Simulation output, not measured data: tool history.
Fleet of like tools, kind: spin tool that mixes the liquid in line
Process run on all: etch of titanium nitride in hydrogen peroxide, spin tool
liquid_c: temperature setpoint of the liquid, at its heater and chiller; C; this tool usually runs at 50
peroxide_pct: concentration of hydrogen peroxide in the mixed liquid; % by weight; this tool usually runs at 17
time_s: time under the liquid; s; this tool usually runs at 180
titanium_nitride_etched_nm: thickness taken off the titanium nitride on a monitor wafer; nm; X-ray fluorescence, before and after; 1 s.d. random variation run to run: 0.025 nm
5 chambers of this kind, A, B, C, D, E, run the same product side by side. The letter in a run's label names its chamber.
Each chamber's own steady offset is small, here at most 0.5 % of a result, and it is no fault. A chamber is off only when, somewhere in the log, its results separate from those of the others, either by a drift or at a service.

| run | hour | liquid_c | peroxide_pct | time_s | read-back film thickness of the titanium nitride reference wafer, read on the same gauge (nm) | titanium_nitride_etched_nm |
|---|---|---|---|---|---|---|
| 1C | 3.4 | 50 | 17 | 180 | 50.042 | 4.9957 |
|  | 8.5 | chamber D: new drum of peroxide connected |
| 2A | 9.1 | 50 | 17 | 180 | 50.01 | 5.0496 |
| 3E | 14.2 | 50 | 17 | 180 | 49.985 | 5.0397 |
| 4D | 20.2 | 50 | 17 | 180 | 50.02 | 5.0021 |
| 5B | 23.7 | 59 | 17 | 110 | 50.005 | 5.7111 |
| 6C | 27 | 59 | 17 | 110 | 49.965 | 5.8069 |
| 7E | 31.5 | 59 | 17 | 110 | 50.01 | 5.8389 |
| 8A | 37.2 | 59 | 17 | 110 | 49.99 | 5.7822 |
| 9D | 41.9 | 59 | 17 | 110 | 49.961 | 5.7552 |
| 10B | 46.6 | 50 | 17 | 180 | 49.962 | 5.0127 |
| 11B | 52.6 | 50 | 17 | 180 | 49.981 | 4.9857 |
|  | 54.8 | chamber B: peroxide flow meter replaced |
| 12D | 57.4 | 50 | 17 | 180 | 49.975 | 5.107 |
| 13E | 62.3 | 50 | 17 | 180 | 50.004 | 5.0176 |
| 14C | 67.2 | 50 | 17 | 180 | 49.994 | 5.0131 |
| 15A | 70.7 | 50 | 17 | 180 | 49.985 | 5.0292 |
| 16A | 75.6 | 50 | 17 | 180 | 50.035 | 5.0441 |
| 17D | 81.5 | 50 | 17 | 180 | 49.989 | 5.1548 |
| 18C | 86.1 | 46.5 | 17 | 180 | 50.012 | 3.8637 |
| 19B | 92.3 | 46.5 | 17 | 180 | 50.027 | 3.8497 |
|  | 94.3 | chamber C: heated supply line repaired |
| 20E | 97.9 | 46.5 | 17 | 180 | 50.005 | 3.9044 |
|  | 102.5 | chamber B: new drum of peroxide connected |
| 21E | 104.3 | 46.5 | 17 | 180 | 49.959 | 3.8712 |
|  | 107.3 | chamber A: new drum of peroxide connected |
| 22B | 107.4 | 46.5 | 17 | 180 | 50.009 | 3.8874 |
| 23D | 113 | 50 | 17 | 180 | 50.009 | 5.1641 |
| 24A | 118.5 | 50 | 17 | 180 | 49.99 | 5.0268 |
| 25C | 122.2 | 50 | 17 | 180 | 49.938 | 5.0414 |
| 26C | 125.9 | 50 | 17 | 180 | 50.012 | 5.0218 |
| 27E | 129.1 | 50 | 17 | 180 | 49.977 | 5.088 |
| 28B | 135.9 | 40.5 | 17 | 220 | 49.952 | 3.0218 |
| 29A | 141.4 | 40.5 | 17 | 220 | 49.981 | 3.0236 |
| 30D | 145.9 | 40.5 | 17 | 220 | 50.042 | 3.2013 |
|  | 150.9 | chamber C: thermometer replaced |
| 31C | 151.1 | 40.5 | 17 | 220 | 49.971 | 3.0107 |
| 32A | 157.1 | 40.5 | 17 | 220 | 49.987 | 3.0681 |
| 33D | 162.2 | 50 | 17 | 180 | 49.964 | 5.2901 |
| 34B | 168.1 | 50 | 17 | 180 | 49.962 | 4.9458 |
| 35E | 173.3 | 50 | 17 | 180 | 50.014 | 5.033 |
| 36C | 179.6 | 50 | 17 | 180 | 49.952 | 5.0537 |
| 37D | 183.1 | 50 | 17 | 180 | 50 | 5.3195 |
| 38B | 186.3 | 50 | 17 | 180 | 49.972 | 5.0156 |
| 39A | 189.6 | 44 | 17 | 180 | 50.011 | 3.2817 |

Which is it: a chamber that has drifted or been left off by a service, a gauge drift common to all chambers, or only each chamber's usual small offset? If a chamber is off, name it and its likeliest cause.

Little by little, chamber D moves away from the other chambers.
Cause: liquid hotter than its thermometer reads (K) = 0.807.

Below are 4 candidate recipes for chamber D's next run, each the usual settings with a change, their results shown as question marks. Which of them brings D's results back in line with what the other chambers give on the usual settings?
Maximum distance from the other chambers' mean on the usual settings for a result to count as in line: titanium_nitride_etched_nm 0.086 nm
| 40D-1 | 194.6 | 51 | 17 | 185 |  | ? |
| 40D-2 | 194.6 | 50 | 17 | 170 |  | ? |
| 40D-3 | 194.6 | 49 | 17 | 175 |  | ? |
| 40D-4 | 194.6 | 50.5 | 17 | 185 |  | ? |

Usual-settings mean across the other chambers: titanium_nitride_etched_nm 5.0238 nm
| run | titanium_nitride_etched_nm |
|---|---|
| 40D-1 | 5.8896 |
| 40D-2 | 5.0451 |
| 40D-3 | 4.8357 |
| 40D-4 | 5.6867 |
40D-2 puts the chamber back in line with the other chambers.

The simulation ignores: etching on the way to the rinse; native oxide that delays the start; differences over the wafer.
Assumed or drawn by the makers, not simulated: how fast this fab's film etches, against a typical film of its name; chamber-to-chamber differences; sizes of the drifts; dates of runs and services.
